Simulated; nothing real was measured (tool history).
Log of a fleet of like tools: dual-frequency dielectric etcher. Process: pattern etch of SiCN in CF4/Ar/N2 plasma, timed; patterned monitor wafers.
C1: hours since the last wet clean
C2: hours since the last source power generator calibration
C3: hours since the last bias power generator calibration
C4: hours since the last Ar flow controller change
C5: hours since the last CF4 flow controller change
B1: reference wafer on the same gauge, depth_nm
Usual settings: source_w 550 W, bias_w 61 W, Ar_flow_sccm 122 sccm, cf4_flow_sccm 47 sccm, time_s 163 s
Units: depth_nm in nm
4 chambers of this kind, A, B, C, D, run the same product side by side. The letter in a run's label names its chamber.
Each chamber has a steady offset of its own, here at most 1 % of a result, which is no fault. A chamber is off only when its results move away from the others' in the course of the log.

{"run": "1B", "hour": 12.8, "source_w": 550, "bias_w": 61, "Ar_flow_sccm": 122, "cf4_flow_sccm": 47, "time_s": 163, "C1": 64.8, "C2": 2546.1, "C3": 3633.5, "C4": 1074.0, "C5": 282.9, "B1": 169.93, "depth_nm": 142.79}
{"run": "2D", "hour": 23.4, "source_w": 550, "bias_w": 61, "Ar_flow_sccm": 122, "cf4_flow_sccm": 47, "time_s": 163, "C1": 246.7, "C2": 1566.2, "C3": 967.2, "C4": 897.4, "C5": 3097.0, "B1": 170.03, "depth_nm": 142.35}
{"run": "3A", "hour": 30.4, "source_w": 550, "bias_w": 61, "Ar_flow_sccm": 122, "cf4_flow_sccm": 47, "time_s": 163, "C1": 107.0, "C2": 499.4, "C3": 2279.6, "C4": 4588.3, "C5": 1289.1, "B1": 170.05, "depth_nm": 142.94}
{"run": "4C", "hour": 45.1, "source_w": 550, "bias_w": 61, "Ar_flow_sccm": 122, "cf4_flow_sccm": 47, "time_s": 163, "C1": 120.6, "C2": 180.2, "C3": 58.9, "C4": 461.9, "C5": 1778.6, "B1": 169.99, "depth_nm": 143.93}
{"hour": 53.3, "done": "chamber B: source power generator calibrated"}
{"run": "5A", "hour": 58.6, "source_w": 550, "bias_w": 61, "Ar_flow_sccm": 122, "cf4_flow_sccm": 47, "time_s": 163, "C1": 135.2, "C2": 527.6, "C3": 2307.8, "C4": 4616.5, "C5": 1317.3, "B1": 169.95, "depth_nm": 143.66}
{"run": "6D", "hour": 71.6, "source_w": 550, "bias_w": 61, "Ar_flow_sccm": 122, "cf4_flow_sccm": 47, "time_s": 163, "C1": 294.9, "C2": 1614.4, "C3": 1015.4, "C4": 945.6, "C5": 3145.2, "B1": 170.0, "depth_nm": 141.45}
{"run": "7B", "hour": 82.2, "source_w": 550, "bias_w": 61, "Ar_flow_sccm": 122, "cf4_flow_sccm": 47, "time_s": 163, "C1": 134.2, "C2": 28.9, "C3": 3702.9, "C4": 1143.4, "C5": 352.3, "B1": 170.05, "depth_nm": 143.35}
{"run": "8C", "hour": 95.7, "source_w": 550, "bias_w": 61, "Ar_flow_sccm": 122, "cf4_flow_sccm": 47, "time_s": 163, "C1": 171.2, "C2": 230.8, "C3": 109.5, "C4": 512.5, "C5": 1829.2, "B1": 169.96, "depth_nm": 144.17}
{"hour": 97.8, "done": "chamber A: Ar flow controller replaced"}
{"run": "9A", "hour": 106.3, "source_w": 550, "bias_w": 61, "Ar_flow_sccm": 150, "cf4_flow_sccm": 47, "time_s": 163, "C1": 182.9, "C2": 575.3, "C3": 2355.5, "C4": 8.5, "C5": 1365.0, "B1": 169.79, "depth_nm": 137.0}
{"run": "10C", "hour": 114.8, "source_w": 550, "bias_w": 61, "Ar_flow_sccm": 150, "cf4_flow_sccm": 47, "time_s": 163, "C1": 190.3, "C2": 249.9, "C3": 128.6, "C4": 531.6, "C5": 1848.3, "B1": 170.03, "depth_nm": 137.9}
{"hour": 117.1, "done": "chamber D: wet clean of the chamber"}
{"run": "11D", "hour": 130.0, "source_w": 550, "bias_w": 61, "Ar_flow_sccm": 150, "cf4_flow_sccm": 47, "time_s": 163, "C1": 12.9, "C2": 1672.8, "C3": 1073.8, "C4": 1004.0, "C5": 3203.6, "B1": 170.05, "depth_nm": 136.08}
{"run": "12B", "hour": 144.0, "source_w": 550, "bias_w": 61, "Ar_flow_sccm": 150, "cf4_flow_sccm": 47, "time_s": 163, "C1": 196.0, "C2": 90.7, "C3": 3764.7, "C4": 1205.2, "C5": 414.1, "B1": 170.14, "depth_nm": 137.8}
{"run": "13A", "hour": 152.0, "source_w": 550, "bias_w": 61, "Ar_flow_sccm": 122, "cf4_flow_sccm": 47, "time_s": 163, "C1": 228.6, "C2": 621.0, "C3": 2401.2, "C4": 54.2, "C5": 1410.7, "B1": 169.9, "depth_nm": 142.69}
{"run": "14C", "hour": 166.1, "source_w": 550, "bias_w": 61, "Ar_flow_sccm": 122, "cf4_flow_sccm": 47, "time_s": 163, "C1": 241.6, "C2": 301.2, "C3": 179.9, "C4": 582.9, "C5": 1899.6, "B1": 169.95, "depth_nm": 142.68}
{"run": "15D", "hour": 180.8, "source_w": 550, "bias_w": 61, "Ar_flow_sccm": 122, "cf4_flow_sccm": 47, "time_s": 163, "C1": 63.7, "C2": 1723.6, "C3": 1124.6, "C4": 1054.8, "C5": 3254.4, "B1": 170.04, "depth_nm": 141.53}
{"run": "16B", "hour": 187.6, "source_w": 680, "bias_w": 61, "Ar_flow_sccm": 122, "cf4_flow_sccm": 47, "time_s": 163, "C1": 239.6, "C2": 134.3, "C3": 3808.3, "C4": 1248.8, "C5": 457.7, "B1": 170.05, "depth_nm": 172.26}
{"run": "17B", "hour": 198.1, "source_w": 680, "bias_w": 61, "Ar_flow_sccm": 122, "cf4_flow_sccm": 47, "time_s": 163, "C1": 250.1, "C2": 144.8, "C3": 3818.8, "C4": 1259.3, "C5": 468.2, "B1": 169.82, "depth_nm": 171.75}
{"run": "18D", "hour": 205.2, "source_w": 680, "bias_w": 61, "Ar_flow_sccm": 122, "cf4_flow_sccm": 47, "time_s": 163, "C1": 88.1, "C2": 1748.0, "C3": 1149.0, "C4": 1079.2, "C5": 3278.8, "B1": 170.1, "depth_nm": 170.17}
{"run": "19A", "hour": 219.6, "source_w": 680, "bias_w": 61, "Ar_flow_sccm": 122, "cf4_flow_sccm": 47, "time_s": 163, "C1": 296.2, "C2": 688.6, "C3": 2468.8, "C4": 121.8, "C5": 1478.3, "B1": 169.91, "depth_nm": 172.77}
{"run": "20C", "hour": 234.9, "source_w": 550, "bias_w": 61, "Ar_flow_sccm": 122, "cf4_flow_sccm": 47, "time_s": 163, "C1": 310.4, "C2": 370.0, "C3": 248.7, "C4": 651.7, "C5": 1968.4, "B1": 170.03, "depth_nm": 143.29}
{"run": "21B", "hour": 248.4, "source_w": 550, "bias_w": 61, "Ar_flow_sccm": 122, "cf4_flow_sccm": 47, "time_s": 163, "C1": 300.4, "C2": 195.1, "C3": 3869.1, "C4": 1309.6, "C5": 518.5, "B1": 170.0, "depth_nm": 144.18}
{"run": "22C", "hour": 262.8, "source_w": 550, "bias_w": 61, "Ar_flow_sccm": 122, "cf4_flow_sccm": 47, "time_s": 163, "C1": 338.3, "C2": 397.9, "C3": 276.6, "C4": 679.6, "C5": 1996.3, "B1": 170.03, "depth_nm": 142.64}
{"run": "23D", "hour": 273.2, "source_w": 550, "bias_w": 61, "Ar_flow_sccm": 122, "cf4_flow_sccm": 47, "time_s": 163, "C1": 156.1, "C2": 1816.0, "C3": 1217.0, "C4": 1147.2, "C5": 3346.8, "B1": 170.03, "depth_nm": 141.53}
{"run": "24A", "hour": 283.4, "source_w": 550, "bias_w": 61, "Ar_flow_sccm": 122, "cf4_flow_sccm": 47, "time_s": 163, "C1": 360.0, "C2": 752.4, "C3": 2532.6, "C4": 185.6, "C5": 1542.1, "B1": 169.94, "depth_nm": 145.17}
{"run": "25A", "hour": 296.4, "source_w": 550, "bias_w": 61, "Ar_flow_sccm": 122, "cf4_flow_sccm": 53, "time_s": 163, "C1": 373.0, "C2": 765.4, "C3": 2545.6, "C4": 198.6, "C5": 1555.1, "B1": 169.99, "depth_nm": 147.94}
{"run": "26C", "hour": 308.5, "source_w": 550, "bias_w": 61, "Ar_flow_sccm": 122, "cf4_flow_sccm": 53, "time_s": 163, "C1": 384.0, "C2": 443.6, "C3": 322.3, "C4": 725.3, "C5": 2042.0, "B1": 170.08, "depth_nm": 146.16}
{"run": "27B", "hour": 323.2, "source_w": 550, "bias_w": 61, "Ar_flow_sccm": 122, "cf4_flow_sccm": 53, "time_s": 163, "C1": 375.2, "C2": 269.9, "C3": 3943.9, "C4": 1384.4, "C5": 593.3, "B1": 169.97, "depth_nm": 146.2}
{"run": "28D", "hour": 331.6, "source_w": 550, "bias_w": 61, "Ar_flow_sccm": 122, "cf4_flow_sccm": 53, "time_s": 163, "C1": 214.5, "C2": 1874.4, "C3": 1275.4, "C4": 1205.6, "C5": 3405.2, "B1": 170.05, "depth_nm": 144.99}
{"run": "29C", "hour": 342.0, "source_w": 550, "bias_w": 61, "Ar_flow_sccm": 122, "cf4_flow_sccm": 47, "time_s": 163, "C1": 417.5, "C2": 477.1, "C3": 355.8, "C4": 758.8, "C5": 2075.5, "B1": 169.91, "depth_nm": 142.83}
{"run": "30A", "hour": 355.7, "source_w": 550, "bias_w": 61, "Ar_flow_sccm": 122, "cf4_flow_sccm": 47, "time_s": 163, "C1": 432.3, "C2": 824.7, "C3": 2604.9, "C4": 257.9, "C5": 1614.4, "B1": 170.13, "depth_nm": 146.75}
{"run": "31B", "hour": 363.9, "source_w": 550, "bias_w": 61, "Ar_flow_sccm": 122, "cf4_flow_sccm": 47, "time_s": 163, "C1": 415.9, "C2": 310.6, "C3": 3984.6, "C4": 1425.1, "C5": 634.0, "B1": 169.92, "depth_nm": 143.89}
{"run": "32D", "hour": 378.0, "source_w": 550, "bias_w": 61, "Ar_flow_sccm": 122, "cf4_flow_sccm": 47, "time_s": 163, "C1": 260.9, "C2": 1920.8, "C3": 1321.8, "C4": 1252.0, "C5": 3451.6, "B1": 170.05, "depth_nm": 141.76}
{"run": "33C", "hour": 389.9, "source_w": 550, "bias_w": 61, "Ar_flow_sccm": 122, "cf4_flow_sccm": 47, "time_s": 163, "C1": 465.4, "C2": 525.0, "C3": 403.7, "C4": 806.7, "C5": 2123.4, "B1": 170.11, "depth_nm": 143.01}
{"hour": 401.5, "done": "chamber B: wet clean of the chamber"}
{"run": "34B", "hour": 404.6, "source_w": 550, "bias_w": 61, "Ar_flow_sccm": 122, "cf4_flow_sccm": 47, "time_s": 163, "C1": 3.2, "C2": 351.3, "C3": 4025.3, "C4": 1465.8, "C5": 674.7, "B1": 170.07, "depth_nm": 143.28}
{"run": "35A", "hour": 412.2, "source_w": 550, "bias_w": 61, "Ar_flow_sccm": 122, "cf4_flow_sccm": 47, "time_s": 163, "C1": 488.8, "C2": 881.2, "C3": 2661.4, "C4": 314.4, "C5": 1670.9, "B1": 170.09, "depth_nm": 146.58}
{"run": "36D", "hour": 419.8, "source_w": 550, "bias_w": 61, "Ar_flow_sccm": 122, "cf4_flow_sccm": 47, "time_s": 163, "C1": 302.7, "C2": 1962.6, "C3": 1363.6, "C4": 1293.8, "C5": 3493.4, "B1": 169.92, "depth_nm": 140.8}
{"run": "37B", "hour": 434.3, "source_w": 550, "bias_w": 61, "Ar_flow_sccm": 122, "cf4_flow_sccm": 47, "time_s": 163, "C1": 32.9, "C2": 381.0, "C3": 4055.0, "C4": 1495.5, "C5": 704.4, "B1": 169.99, "depth_nm": 144.3}
{"run": "38C", "hour": 443.9, "source_w": 550, "bias_w": 61, "Ar_flow_sccm": 122, "cf4_flow_sccm": 47, "time_s": 163, "C1": 519.4, "C2": 579.0, "C3": 457.7, "C4": 860.7, "C5": 2177.4, "B1": 170.01, "depth_nm": 143.04}
{"run": "39D", "hour": 451.2, "source_w": 550, "bias_w": 61, "Ar_flow_sccm": 122, "cf4_flow_sccm": 47, "time_s": 163, "C1": 334.1, "C2": 1994.0, "C3": 1395.0, "C4": 1325.2, "C5": 3524.8, "B1": 169.84, "depth_nm": 141.47}
{"run": "40A", "hour": 464.8, "source_w": 550, "bias_w": 61, "Ar_flow_sccm": 122, "cf4_flow_sccm": 47, "time_s": 163, "C1": 541.4, "C2": 933.8, "C3": 2714.0, "C4": 367.0, "C5": 1723.5, "B1": 170.02, "depth_nm": 147.86}
{"run": "41C", "hour": 473.8, "source_w": 550, "bias_w": 61, "Ar_flow_sccm": 122, "cf4_flow_sccm": 47, "time_s": 163, "C1": 549.3, "C2": 608.9, "C3": 487.6, "C4": 890.6, "C5": 2207.3, "B1": 170.06, "depth_nm": 142.69}
{"run": "42B", "hour": 482.0, "source_w": 550, "bias_w": 61, "Ar_flow_sccm": 122, "cf4_flow_sccm": 47, "time_s": 163, "C1": 80.6, "C2": 428.7, "C3": 4102.7, "C4": 1543.2, "C5": 752.1, "B1": 170.19, "depth_nm": 142.68}

All 4 chambers run these settings next. Forecast each chamber's results:
{"run": "43A", "hour": 492.9, "source_w": 550, "bias_w": 61, "Ar_flow_sccm": 144, "cf4_flow_sccm": 47, "time_s": 163, "depth_nm": "?"}
{"run": "43B", "hour": 492.9, "source_w": 550, "bias_w": 61, "Ar_flow_sccm": 144, "cf4_flow_sccm": 47, "time_s": 163, "depth_nm": "?"}
{"run": "43C", "hour": 492.9, "source_w": 550, "bias_w": 61, "Ar_flow_sccm": 144, "cf4_flow_sccm": 47, "time_s": 163, "depth_nm": "?"}
{"run": "43D", "hour": 492.9, "source_w": 550, "bias_w": 61, "Ar_flow_sccm": 144, "cf4_flow_sccm": 47, "time_s": 163, "depth_nm": "?"}

run=43A depth_nm=143.42
run=43B depth_nm=139.66
run=43C depth_nm=139.17
run=43D depth_nm=137.91
